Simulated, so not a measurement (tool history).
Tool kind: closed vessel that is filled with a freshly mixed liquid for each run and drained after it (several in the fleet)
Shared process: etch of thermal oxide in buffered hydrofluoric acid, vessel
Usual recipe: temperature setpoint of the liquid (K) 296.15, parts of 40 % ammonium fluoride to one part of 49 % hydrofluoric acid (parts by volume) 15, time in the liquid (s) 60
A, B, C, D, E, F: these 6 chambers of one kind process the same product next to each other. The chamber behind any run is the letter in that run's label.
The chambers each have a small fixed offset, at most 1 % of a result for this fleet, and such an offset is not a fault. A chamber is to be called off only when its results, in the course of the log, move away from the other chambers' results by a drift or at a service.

run,day,temperature setpoint of the liquid (K),parts of 40 % ammonium fluoride to one part of 49 % hydrofluoric acid (parts by volume),time in the liquid (s),"read-back film thickness of the thermal oxide reference wafer, read on the same gauge (nm)",thickness taken off the thermal oxide on a monitor wafer (angstrom)
1B,0.371,296.15,15,60,89.974,430.09
2D,0.862,296.15,15,60,90.008,425.23
3F,1.167,296.15,15,60,90.012,423.03
4A,1.621,296.15,15,60,89.987,424.05
5C,2.271,296.15,15,60,89.99,430.88
6E,2.942,296.15,15,60,90.015,428.46
7A,3.567,296.15,15,60,89.986,425.46
8B,3.871,296.15,15,60,89.963,433.45
9D,4.367,296.15,15,60,89.992,425.59
10C,4.721,296.15,15,60,90.011,424.79
11F,5.171,296.15,15,60,90.006,430.4
12E,5.8,296.15,15,60,89.998,429.24
13A,6.45,296.15,15,60,90.016,423.24
14B,6.938,294.15,11.5,60,90,499.89
# day 7.292: chamber E: thermometer replaced
15C,7.308,294.15,11.5,60,90.013,494.2
16F,7.792,294.15,11.5,60,89.972,492.5
# day 8.096: chamber C: thermometer replaced
17E,8.4,294.15,11.5,60,89.986,494.24
18D,8.862,294.15,11.5,60,90.036,495
# day 9.062: chamber D: hydrofluoric acid flow meter replaced
# day 9.121: chamber F: hydrofluoric acid flow meter replaced
19F,9.45,294.15,11.5,60,89.997,500.26
20C,9.788,296.15,15,30,90.014,209.91
21A,10.171,296.15,15,30,89.993,213.66
22E,10.608,296.15,15,30,89.983,214.21
23D,11.029,296.15,15,30,89.996,213.11
24B,11.408,296.15,15,30,89.961,216.14
25B,12.021,296.15,15,30,90.008,215.24
26F,12.383,296.15,10,60,90.014,638.66
27E,12.95,296.15,10,60,90.039,643.56
28A,13.438,296.15,10,60,90,632.6
29C,14,296.15,10,60,90.005,632.67
30D,14.367,296.15,10,60,90.002,639.85
31F,14.954,296.15,10,60,90.018,637.49
32E,15.4,296.15,15,60,89.971,426.95
33A,15.888,296.15,15,60,89.998,424.86
# day 16.138: chamber F: thermometer replaced
34D,16.246,296.15,15,60,89.988,422.05
35B,16.646,296.15,15,60,89.985,430.59
36C,17.154,296.15,15,60,90.015,423
37B,17.592,296.15,15,60,90.012,433.15
38D,18.158,296.15,15,60,89.991,424
39E,18.646,299.15,15,45,89.998,376.85
40A,18.962,299.15,15,45,89.998,377.49
41F,19.471,299.15,15,45,90.019,374.63

Next, all 6 chambers run the settings below, one line each with question marks for the results. What does each chamber give?
42A,19.958,296.15,15,60,,?
42B,19.958,296.15,15,60,,?
42C,19.958,296.15,15,60,,?
42D,19.958,296.15,15,60,,?
42E,19.958,296.15,15,60,,?
42F,19.958,296.15,15,60,,?

run,thickness taken off the thermal oxide on a monitor wafer (angstrom)
42A,427.87
42B,436.02
42C,420.13
42D,425.56
42E,430.15
42F,428.94

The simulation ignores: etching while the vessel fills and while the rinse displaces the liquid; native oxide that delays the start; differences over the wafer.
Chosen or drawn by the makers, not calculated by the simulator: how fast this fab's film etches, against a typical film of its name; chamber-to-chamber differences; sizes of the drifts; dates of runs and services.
